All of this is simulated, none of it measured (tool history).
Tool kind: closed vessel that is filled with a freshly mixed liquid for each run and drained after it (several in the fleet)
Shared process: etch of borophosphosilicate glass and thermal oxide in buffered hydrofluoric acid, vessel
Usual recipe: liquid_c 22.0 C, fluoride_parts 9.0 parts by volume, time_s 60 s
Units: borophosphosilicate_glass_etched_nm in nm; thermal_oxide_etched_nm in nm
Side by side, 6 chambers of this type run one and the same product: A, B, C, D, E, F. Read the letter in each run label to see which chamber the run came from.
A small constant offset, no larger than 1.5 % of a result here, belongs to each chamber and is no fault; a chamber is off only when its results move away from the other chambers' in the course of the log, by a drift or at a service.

run	hour	liquid_c	fluoride_parts	time_s	hours since the thermometer was replaced	hours since the hydrofluoric acid flow meter was replaced	read-back film thickness of the borophosphosilicate glass reference wafer, read on the same gauge (nm)	read-back film thickness of the thermal oxide reference wafer, read on the same gauge (nm)	borophosphosilicate_glass_etched_nm	thermal_oxide_etched_nm
1A	12.1	22.0	9.0	60	2109.1	876.5	119.99	40.006	101.230	67.628
2C	19.0	22.0	9.0	60	1960.5	1115.3	119.97	40.003	99.948	67.706
3B	27.8	22.0	9.0	60	1055.5	713.5	120.00	39.990	99.812	68.555
4E	38.2	22.0	9.0	60	424.6	227.5	119.99	39.982	99.480	68.110
# hour 42.9: chamber C: hydrofluoric acid flow meter replaced
5F	47.6	22.0	9.0	60	351.9	835.0	120.00	39.987	100.540	67.220
6D	59.1	22.0	9.0	60	145.9	516.7	120.01	39.979	99.793	67.516
# hour 68.0: chamber A: hydrofluoric acid flow meter replaced
7A	68.1	26.0	9.0	60	2165.1	0.2	119.98	40.008	123.350	83.992
8F	80.9	26.0	9.0	60	385.2	868.3	120.00	40.021	124.230	82.991
9D	89.5	26.0	9.0	60	176.3	547.1	120.00	39.992	123.570	84.341
10C	103.4	26.0	9.0	60	2044.9	60.6	119.99	39.993	125.460	84.683
11E	114.7	26.0	9.0	60	501.1	304.0	119.99	39.997	126.950	87.184
12B	128.6	26.0	9.0	60	1156.3	814.3	119.96	39.978	125.460	85.166
13F	139.4	24.5	12.5	60	443.7	926.8	120.00	40.010	85.463	57.725
14A	147.1	24.5	12.5	60	2244.1	79.2	119.99	40.001	85.603	58.201
15C	156.8	24.5	12.5	60	2098.3	114.0	120.01	40.012	85.345	57.948
16E	167.5	24.5	12.5	60	553.9	356.8	120.05	40.013	88.676	61.896
17B	180.3	24.5	12.5	60	1208.0	866.0	119.99	40.004	85.958	59.101
18D	189.3	24.5	12.5	60	276.1	646.9	120.01	39.992	83.475	57.858
19C	198.0	22.0	9.0	60	2139.5	155.2	119.96	39.999	99.693	67.669
20B	206.6	22.0	9.0	60	1234.3	892.3	119.98	39.997	100.500	68.568
21D	217.0	22.0	9.0	60	303.8	674.6	120.00	40.030	97.591	68.109
22E	230.1	22.0	9.0	60	616.5	419.4	119.99	40.037	105.420	72.203
23A	239.3	22.0	9.0	60	2336.3	171.4	120.01	39.980	98.565	67.478
24F	252.1	22.0	9.0	60	556.4	1039.5	120.00	39.998	101.070	67.961
25D	258.9	22.0	9.0	60	345.7	716.5	120.01	39.983	98.818	67.183
26F	265.0	22.0	9.0	60	569.3	1052.4	120.03	40.004	101.170	68.107
27C	277.1	22.0	9.0	60	2218.6	234.3	120.00	40.024	98.852	68.229
28E	286.0	24.0	11.5	60	672.4	475.3	120.01	40.022	97.014	65.796
29B	297.3	24.0	11.5	60	1325.0	983.0	120.02	40.026	89.738	62.724
30A	306.4	24.0	11.5	60	2403.4	238.5	119.99	40.025	89.395	62.352
31C	318.8	24.0	11.5	60	2260.3	276.0	120.02	39.998	90.736	62.193
# hour 331.5: chamber F: hydrofluoric acid flow meter replaced
32B	332.3	24.0	11.5	60	1360.0	1018.0	119.98	39.986	91.780	62.888
# hour 341.6: chamber E: thermometer replaced
33F	342.2	24.0	11.5	60	646.5	10.7	120.01	39.990	90.264	61.102
34A	350.8	22.0	9.0	60	2447.8	282.9	120.00	40.015	100.310	67.668
35E	357.8	22.0	9.0	60	16.2	547.1	120.02	40.003	108.260	73.632
36D	365.0	22.0	9.0	60	451.8	822.6	120.00	39.983	99.391	67.746
37D	377.5	19.5	9.0	75	464.3	835.1	120.01	40.011	107.530	74.919

What goes on in this fleet: one chamber off, a drifting gauge, or nothing beyond the chambers' own small offsets? Name the chamber and the cause, if any.

It is chamber E that slowly wanders off from its peers.
Most likely cause: hydrofluoric acid flow above the setpoint (%) = 7.71.

Here are 4 candidates for chamber E's next run, each the usual settings with a change, their results left as question marks. Which one brings its results back in line with what the others give on the usual settings?
To be in line, a result may differ from the other chambers' mean on the usual settings by at most: borophosphosilicate_glass_etched_nm 2.900 nm; thermal_oxide_etched_nm 2.000 nm
38E-1	387.4	21.0	8.5	55					?	?
38E-2	387.4	22.5	9.0	60					?	?
38E-3	387.4	23.0	9.5	65					?	?
38E-4	387.4	21.5	9.0	60					?	?

The mean the other chambers reach with the usual settings: borophosphosilicate_glass_etched_nm 99.853 nm; thermal_oxide_etched_nm 67.634 nm
run	borophosphosilicate_glass_etched_nm	thermal_oxide_etched_nm
38E-1	100.040	67.981
38E-2	111.480	75.894
38E-3	117.050	79.753
38E-4	105.460	71.738
The answer is 38E-1, which returns the chamber to within the allowed miss of the others.
